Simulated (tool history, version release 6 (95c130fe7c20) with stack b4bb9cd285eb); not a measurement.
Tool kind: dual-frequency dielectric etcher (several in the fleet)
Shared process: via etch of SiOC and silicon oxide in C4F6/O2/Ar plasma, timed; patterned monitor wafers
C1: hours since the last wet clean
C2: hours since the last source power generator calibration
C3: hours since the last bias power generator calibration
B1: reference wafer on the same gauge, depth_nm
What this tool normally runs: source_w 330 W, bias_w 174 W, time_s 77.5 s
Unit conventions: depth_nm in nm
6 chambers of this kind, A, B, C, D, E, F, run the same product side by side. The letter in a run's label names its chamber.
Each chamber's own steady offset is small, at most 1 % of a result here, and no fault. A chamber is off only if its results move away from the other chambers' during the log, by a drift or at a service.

Run 1E, hour 3.5: usual settings; C1 35.6; C2 53.9; C3 3102.8; B1 68.09. Result: depth_nm 79.659 nm.
Run 2B, hour 6.9: usual settings; C1 430.4; C2 519.5; C3 2075; B1 68.085. Result: depth_nm 79.746 nm.
Run 3A, hour 12.8: usual settings; C1 198.9; C2 3227; C3 1645.4; B1 68.071. Result: depth_nm 80.351 nm.
Run 4F, hour 16.9: usual settings; C1 263.7; C2 2688.6; C3 92.5; B1 68.085. Result: depth_nm 79.211 nm.
Run 5D, hour 21.6: usual settings; C1 352.2; C2 307.6; C3 3120.4; B1 68.073. Result: depth_nm 79.74 nm.
Run 6C, hour 26: usual settings; C1 381.1; C2 1219.9; C3 2557.3; B1 68.026. Result: depth_nm 80.271 nm.
Run 7D, hour 31.1: usual settings; C1 361.7; C2 317.1; C3 3129.9; B1 68.129. Result: depth_nm 79.966 nm.
Run 8B, hour 34.1: usual settings; C1 457.6; C2 546.7; C3 2102.2; B1 68.14. Result: depth_nm 80.218 nm.
Run 9C, hour 38.6: usual settings; C1 393.7; C2 1232.5; C3 2569.9; B1 68.016. Result: depth_nm 80.961 nm.
Run 10A, hour 41.9: usual settings; C1 228; C2 3256.1; C3 1674.5; B1 68.113. Result: depth_nm 80.488 nm.
Run 11E, hour 47: usual settings; C1 79.1; C2 97.4; C3 3146.3; B1 68.11. Result: depth_nm 79.668 nm.
Run 12F, hour 50.2: usual settings but bias_w 203 W; C1 297; C2 2721.9; C3 125.8; B1 68.005. Result: depth_nm 83.436 nm.
Run 13A, hour 53.7: usual settings but bias_w 203 W; C1 239.8; C2 3267.9; C3 1686.3; B1 68.1. Result: depth_nm 84.855 nm.
Run 14E, hour 57.6: usual settings but bias_w 203 W; C1 89.7; C2 108; C3 3156.9; B1 68.045. Result: depth_nm 84.241 nm.
Run 15B, hour 61.5: usual settings but bias_w 203 W; C1 485; C2 574.1; C3 2129.6; B1 68.081. Result: depth_nm 84.661 nm.
Run 16D, hour 66.7: usual settings but bias_w 203 W; C1 397.3; C2 352.7; C3 3165.5; B1 68.109. Result: depth_nm 83.628 nm.
Run 17C, hour 70.3: usual settings but bias_w 203 W; C1 425.4; C2 1264.2; C3 2601.6; B1 68.112. Result: depth_nm 85.189 nm.
Run 18F, hour 74: usual settings; C1 320.8; C2 2745.7; C3 149.6; B1 68.136. Result: depth_nm 79.814 nm.
Run 19C, hour 77.4: usual settings; C1 432.5; C2 1271.3; C3 2608.7; B1 68.073. Result: depth_nm 81.156 nm.
Run 20D, hour 81.3: usual settings; C1 411.9; C2 367.3; C3 3180.1; B1 68.068. Result: depth_nm 79.576 nm.
Run 21E, hour 86.1: usual settings but source_w 280 W, time_s 62 s; C1 118.2; C2 136.5; C3 3185.4; B1 68.079. Result: depth_nm 59.882 nm.
Run 22A, hour 91: usual settings but source_w 280 W, time_s 62 s; C1 277.1; C2 3305.2; C3 1723.6; B1 68.14. Result: depth_nm 59.667 nm.
Run 23F, hour 96.9: usual settings but source_w 280 W, time_s 62 s; C1 343.7; C2 2768.6; C3 172.5; B1 68.101. Result: depth_nm 59.136 nm.
At hour 101.2: chamber B: wet clean of the chamber.
Run 24B, hour 101.6: usual settings but source_w 280 W, time_s 62 s; C1 0.4; C2 614.2; C3 2169.7; B1 68.116. Result: depth_nm 62.301 nm.
Run 25D, hour 107: usual settings but source_w 280 W, time_s 62 s; C1 437.6; C2 393; C3 3205.8; B1 68.058. Result: depth_nm 60.398 nm.
Run 26F, hour 112.4: usual settings but source_w 280 W, time_s 62 s; C1 359.2; C2 2784.1; C3 188; B1 68.032. Result: depth_nm 59.283 nm.
Run 27E, hour 115: usual settings; C1 147.1; C2 165.4; C3 3214.3; B1 68.124. Result: depth_nm 80.519 nm.
Run 28C, hour 119.1: usual settings; C1 474.2; C2 1313; C3 2650.4; B1 68.075. Result: depth_nm 80.417 nm.
Run 29A, hour 123.7: usual settings; C1 309.8; C2 3337.9; C3 1756.3; B1 68.05. Result: depth_nm 80.519 nm.
Run 30B, hour 128.8: usual settings; C1 27.6; C2 641.4; C3 2196.9; B1 68.102. Result: depth_nm 82.573 nm.
Run 31A, hour 134.1: usual settings; C1 320.2; C2 3348.3; C3 1766.7; B1 68.111. Result: depth_nm 80.05 nm.
Run 32B, hour 138.3: usual settings but source_w 400 W; C1 37.1; C2 650.9; C3 2206.4; B1 68.12. Result: depth_nm 89.139 nm.
Run 33D, hour 144.1: usual settings but source_w 400 W; C1 474.7; C2 430.1; C3 3242.9; B1 68.137. Result: depth_nm 85.721 nm.
Run 34C, hour 148.9: usual settings but source_w 400 W; C1 504; C2 1342.8; C3 2680.2; B1 68.103. Result: depth_nm 86.772 nm.
Run 35F, hour 151.7: usual settings but source_w 400 W; C1 398.5; C2 2823.4; C3 227.3; B1 68.076. Result: depth_nm 85.634 nm.
Run 36E, hour 155.5: usual settings but source_w 400 W; C1 187.6; C2 205.9; C3 3254.8; B1 68.145. Result: depth_nm 85.827 nm.
Run 37B, hour 159.8: usual settings but source_w 400 W; C1 58.6; C2 672.4; C3 2227.9; B1 68.114. Result: depth_nm 89.01 nm.
Run 38C, hour 163.7: usual settings but source_w 370 W, time_s 61 s; C1 518.8; C2 1357.6; C3 2695; B1 68.115. Result: depth_nm 66.318 nm.
Run 39A, hour 167: usual settings but source_w 370 W, time_s 61 s; C1 353.1; C2 3381.2; C3 1799.6; B1 68.06. Result: depth_nm 66.062 nm.
Run 40D, hour 172: usual settings but source_w 370 W, time_s 61 s; C1 502.6; C2 458; C3 3270.8; B1 68.094. Result: depth_nm 65.747 nm.
Run 41F, hour 175.6: usual settings but source_w 370 W, time_s 61 s; C1 422.4; C2 2847.3; C3 251.2; B1 68.09. Result: depth_nm 65.654 nm.
Run 42E, hour 180.8: usual settings but source_w 370 W, time_s 61 s; C1 212.9; C2 231.2; C3 3280.1; B1 68.152. Result: depth_nm 66.461 nm.
Run 43F, hour 186.2: usual settings but source_w 370 W, time_s 61 s; C1 433; C2 2857.9; C3 261.8; B1 68.083. Result: depth_nm 65.793 nm.

Has any chamber moved away from the others, gradually or after a service, or does the common gauge drift, or do the chambers differ only by their own small steady offsets? State the chamber and the most likely cause if one applies.

The work done on chamber B during a service left it standing apart from the others.
Cause: etch rate over this chamber's usual, % = 2.44.

Below are 4 candidate recipes for chamber B's next run, each the usual settings with a change, their results shown as question marks. Which of them brings B's results back in line with what the other chambers give on the usual settings?
In-line tolerance around the mean of the other chambers on the usual settings: depth_nm 1.2 nm
Run 44B-1, hour 190.5: usual settings but bias_w 175 W, time_s 79.5 s. Result: depth_nm ?.
Run 44B-2, hour 190.5: usual settings but bias_w 173 W, time_s 75.5 s. Result: depth_nm ?.
Run 44B-3, hour 190.5: usual settings but bias_w 172 W, time_s 74 s. Result: depth_nm ?.
Run 44B-4, hour 190.5: usual settings but source_w 360 W, bias_w 187 W. Result: depth_nm ?.

Mean of the other chambers on the usual settings: depth_nm 80.166 nm
  run  depth_nm
44B-1    84.848
44B-2    80.284
44B-3    78.543
44B-4    87.352
Change 44B-2 lands the chamber within the allowed miss of the other chambers.

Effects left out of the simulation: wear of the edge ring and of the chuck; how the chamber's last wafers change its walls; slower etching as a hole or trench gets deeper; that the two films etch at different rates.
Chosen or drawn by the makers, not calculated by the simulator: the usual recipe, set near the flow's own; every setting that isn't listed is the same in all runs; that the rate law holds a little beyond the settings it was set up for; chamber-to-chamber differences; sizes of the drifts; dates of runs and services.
